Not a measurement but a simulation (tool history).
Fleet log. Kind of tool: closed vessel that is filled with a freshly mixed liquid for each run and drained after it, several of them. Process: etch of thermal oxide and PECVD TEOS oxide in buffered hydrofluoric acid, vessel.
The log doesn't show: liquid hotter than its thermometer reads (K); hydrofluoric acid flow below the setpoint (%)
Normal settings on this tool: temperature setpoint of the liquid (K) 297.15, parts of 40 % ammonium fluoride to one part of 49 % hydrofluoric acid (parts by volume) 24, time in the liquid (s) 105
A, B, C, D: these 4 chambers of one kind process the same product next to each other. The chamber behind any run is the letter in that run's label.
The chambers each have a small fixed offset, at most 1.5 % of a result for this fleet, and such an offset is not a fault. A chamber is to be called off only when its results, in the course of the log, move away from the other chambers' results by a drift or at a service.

| run | hour | temperature setpoint of the liquid (K) | parts of 40 % ammonium fluoride to one part of 49 % hydrofluoric acid (parts by volume) | time in the liquid (s) | hours since the thermometer was replaced | hours since the hydrofluoric acid flow meter was replaced | read-back film thickness of the thermal oxide reference wafer, read on the same gauge (nm) | read-back film thickness of the PECVD TEOS oxide reference wafer, read on the same gauge (nm) | thickness taken off the thermal oxide on a monitor wafer (Å) | thickness taken off the PECVD TEOS oxide on a monitor wafer (Å) |
|---|---|---|---|---|---|---|---|---|---|---|
| 1D | 3.2 | 297.15 | 24 | 105 | 2018.1 | 238.5 | 110 | 50 | 510.41 | 1439.9 |
| 2C | 7.7 | 297.15 | 24 | 105 | 1123.4 | 195.8 | 110.02 | 49.991 | 513.72 | 1434.2 |
| 3A | 10.4 | 297.15 | 24 | 105 | 1087.4 | 201.9 | 110 | 50.001 | 516.48 | 1442.3 |
| 4B | 15.5 | 297.15 | 24 | 105 | 1072.4 | 251.8 | 110 | 49.995 | 503.4 | 1457.1 |
| 5A | 20.3 | 297.15 | 24 | 105 | 1097.3 | 211.8 | 109.98 | 50.009 | 519.49 | 1447.1 |
| 6D | 25.9 | 297.15 | 24 | 105 | 2040.8 | 261.2 | 109.99 | 50.008 | 512.03 | 1433.1 |
| 7B | 30.8 | 297.15 | 24 | 105 | 1087.7 | 267.1 | 110.02 | 49.99 | 500.15 | 1447.9 |
| 8C | 36.3 | 297.15 | 24 | 105 | 1152 | 224.4 | 110.02 | 50.005 | 518.63 | 1429.8 |
| 9C | 40.2 | 297.15 | 24 | 105 | 1155.9 | 228.3 | 110.02 | 49.982 | 513.49 | 1442.6 |
| 10A | 45.1 | 297.15 | 24 | 105 | 1122.1 | 236.6 | 110 | 49.994 | 520.84 | 1441.1 |
| 11B | 50.2 | 297.15 | 24 | 105 | 1107.1 | 286.5 | 110 | 49.998 | 502.7 | 1459.8 |
| 12D | 54.2 | 297.15 | 24 | 105 | 2069.1 | 289.5 | 109.99 | 50.004 | 510.83 | 1436.7 |
| 13B | 58.2 | 297.15 | 24 | 105 | 1115.1 | 294.5 | 110 | 49.993 | 504.37 | 1448.2 |
| 14C | 61 | 297.15 | 24 | 105 | 1176.7 | 249.1 | 110.02 | 49.999 | 515.65 | 1422 |
| 15D | 65.3 | 297.15 | 24 | 105 | 2080.2 | 300.6 | 110.01 | 50.017 | 511.31 | 1447.1 |
| 16A | 70.6 | 297.15 | 24 | 105 | 1147.6 | 262.1 | 110.02 | 49.993 | 516.86 | 1441.6 |
| 17C | 75 | 297.15 | 24 | 105 | 1190.7 | 263.1 | 110 | 49.989 | 513.88 | 1436.5 |
| 18D | 77.5 | 297.15 | 24 | 105 | 2092.4 | 312.8 | 110.01 | 50.015 | 511.38 | 1438.3 |
| 19B | 82.3 | 297.15 | 24 | 105 | 1139.2 | 318.6 | 110 | 50.017 | 509.05 | 1461.4 |
| 20A | 86.6 | 297.15 | 29.5 | 105 | 1163.6 | 278.1 | 109.99 | 50.01 | 448.38 | 1253.7 |
| 21C | 91.9 | 297.15 | 29.5 | 105 | 1207.6 | 280 | 110.01 | 50.02 | 450.09 | 1250.1 |
| 22B | 96.9 | 297.15 | 29.5 | 105 | 1153.8 | 333.2 | 109.97 | 50.007 | 437.34 | 1260 |
| 23D | 100.3 | 297.15 | 29.5 | 105 | 2115.2 | 335.6 | 110.01 | 50.005 | 441.47 | 1246.8 |
| 24A | 102.9 | 297.15 | 24 | 105 | 1179.9 | 294.4 | 110 | 49.986 | 515.43 | 1444.8 |
| 25C | 107.4 | 292.65 | 30 | 105 | 1223.1 | 295.5 | 110 | 49.988 | 340.67 | 959.97 |

What goes on in this fleet: one chamber off, a drifting gauge, or nothing beyond the chambers' own small offsets? Name the chamber and the cause, if any.

The fleet is healthy, with each chamber sitting at its usual small offset and no drift in the gauge.

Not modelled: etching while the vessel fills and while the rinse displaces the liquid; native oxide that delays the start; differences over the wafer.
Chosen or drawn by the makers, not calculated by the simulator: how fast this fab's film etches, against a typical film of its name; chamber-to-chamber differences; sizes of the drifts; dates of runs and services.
